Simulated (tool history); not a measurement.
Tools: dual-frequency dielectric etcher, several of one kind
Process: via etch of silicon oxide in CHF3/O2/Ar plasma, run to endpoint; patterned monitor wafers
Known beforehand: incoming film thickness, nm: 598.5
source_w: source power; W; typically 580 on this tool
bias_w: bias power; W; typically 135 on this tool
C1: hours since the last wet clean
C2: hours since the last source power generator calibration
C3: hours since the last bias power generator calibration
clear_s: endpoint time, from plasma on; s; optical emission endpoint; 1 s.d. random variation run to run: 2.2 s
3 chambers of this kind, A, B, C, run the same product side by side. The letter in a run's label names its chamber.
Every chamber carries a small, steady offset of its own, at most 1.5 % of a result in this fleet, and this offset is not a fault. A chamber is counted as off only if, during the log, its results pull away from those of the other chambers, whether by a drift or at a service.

{"run": "1C", "day": 0.283, "source_w": 580, "bias_w": 135, "C1": 397.7, "C2": 768.7, "C3": 4354.9, "clear_s": 332.01}
{"run": "2A", "day": 0.546, "source_w": 580, "bias_w": 135, "C1": 471.4, "C2": 2831.4, "C3": 1580.5, "clear_s": 341.38}
{"run": "3B", "day": 0.908, "source_w": 580, "bias_w": 135, "C1": 322.7, "C2": 175.7, "C3": 1414.7, "clear_s": 336.66}
{"run": "4A", "day": 1.233, "source_w": 580, "bias_w": 135, "C1": 487.9, "C2": 2847.9, "C3": 1597, "clear_s": 341.72}
{"run": "5C", "day": 1.504, "source_w": 480, "bias_w": 161, "C1": 427, "C2": 798, "C3": 4384.2, "clear_s": 340.2}
{"run": "6B", "day": 1.842, "source_w": 480, "bias_w": 161, "C1": 345.1, "C2": 198.1, "C3": 1437.1, "clear_s": 340.88}
{"run": "7A", "day": 2.05, "source_w": 480, "bias_w": 161, "C1": 507.5, "C2": 2867.5, "C3": 1616.6, "clear_s": 340.36}
{"run": "8B", "day": 2.262, "source_w": 580, "bias_w": 135, "C1": 355.2, "C2": 208.2, "C3": 1447.2, "clear_s": 334.23}
{"run": "9C", "day": 2.525, "source_w": 580, "bias_w": 135, "C1": 451.5, "C2": 822.5, "C3": 4408.7, "clear_s": 331.88}
{"run": "10B", "day": 2.754, "source_w": 580, "bias_w": 135, "C1": 367, "C2": 220, "C3": 1459, "clear_s": 336.91}
{"day": 2.812, "done": "chamber C: wet clean of the chamber"}
{"run": "11C", "day": 2.967, "source_w": 580, "bias_w": 135, "C1": 3.7, "C2": 833.1, "C3": 4419.3, "clear_s": 328.57}
{"run": "12A", "day": 3.188, "source_w": 580, "bias_w": 135, "C1": 534.8, "C2": 2894.8, "C3": 1643.9, "clear_s": 340.47}
{"day": 3.196, "done": "chamber C: bias power generator calibrated"}
{"day": 3.212, "done": "chamber A: wet clean of the chamber"}
{"run": "13C", "day": 3.45, "source_w": 580, "bias_w": 135, "C1": 15.3, "C2": 844.7, "C3": 6.1, "clear_s": 335.89}
{"run": "14A", "day": 3.662, "source_w": 580, "bias_w": 135, "C1": 10.9, "C2": 2906.2, "C3": 1655.3, "clear_s": 352.44}
{"run": "15B", "day": 3.929, "source_w": 580, "bias_w": 111, "C1": 395.2, "C2": 248.2, "C3": 1487.2, "clear_s": 357.65}
{"run": "16A", "day": 4.233, "source_w": 580, "bias_w": 111, "C1": 24.6, "C2": 2919.9, "C3": 1669, "clear_s": 377.26}
{"run": "17B", "day": 4.404, "source_w": 580, "bias_w": 111, "C1": 406.6, "C2": 259.6, "C3": 1498.6, "clear_s": 355.81}
{"run": "18C", "day": 4.579, "source_w": 580, "bias_w": 135, "C1": 42.4, "C2": 871.8, "C3": 33.2, "clear_s": 333.52}
{"run": "19C", "day": 4.938, "source_w": 580, "bias_w": 135, "C1": 51, "C2": 880.4, "C3": 41.8, "clear_s": 333.69}
{"run": "20B", "day": 5.117, "source_w": 520, "bias_w": 147, "C1": 423.7, "C2": 276.7, "C3": 1515.7, "clear_s": 344.14}
{"run": "21A", "day": 5.292, "source_w": 520, "bias_w": 147, "C1": 50, "C2": 2945.3, "C3": 1694.4, "clear_s": 356.6}
{"run": "22C", "day": 5.492, "source_w": 520, "bias_w": 147, "C1": 64.3, "C2": 893.7, "C3": 55.1, "clear_s": 337.16}
{"run": "23B", "day": 5.775, "source_w": 580, "bias_w": 135, "C1": 439.5, "C2": 292.5, "C3": 1531.5, "clear_s": 335.72}
{"run": "24A", "day": 6.108, "source_w": 460, "bias_w": 112, "C1": 69.6, "C2": 2964.9, "C3": 1714, "clear_s": 412.63}
{"run": "25C", "day": 6.304, "source_w": 460, "bias_w": 112, "C1": 83.8, "C2": 913.2, "C3": 74.6, "clear_s": 385.29}
{"run": "26B", "day": 6.55, "source_w": 460, "bias_w": 112, "C1": 458.1, "C2": 311.1, "C3": 1550.1, "clear_s": 387.85}
{"run": "27A", "day": 6.796, "source_w": 580, "bias_w": 135, "C1": 86.1, "C2": 2981.4, "C3": 1730.5, "clear_s": 353.26}
{"run": "28A", "day": 7.142, "source_w": 580, "bias_w": 135, "C1": 94.4, "C2": 2989.7, "C3": 1738.8, "clear_s": 353.85}
{"run": "29B", "day": 7.312, "source_w": 580, "bias_w": 135, "C1": 476.4, "C2": 329.4, "C3": 1568.4, "clear_s": 332.72}
{"run": "30C", "day": 7.658, "source_w": 580, "bias_w": 135, "C1": 116.3, "C2": 945.7, "C3": 107.1, "clear_s": 331.84}

For the next run the whole fleet of 3 chambers uses the same settings. Give each chamber's results:
{"run": "31A", "day": 7.921, "source_w": 580, "bias_w": 162, "clear_s": "?"}
{"run": "31B", "day": 7.921, "source_w": 580, "bias_w": 162, "clear_s": "?"}
{"run": "31C", "day": 7.921, "source_w": 580, "bias_w": 162, "clear_s": "?"}

run=31A clear_s=327.81
run=31B clear_s=316.91
run=31C clear_s=312.53
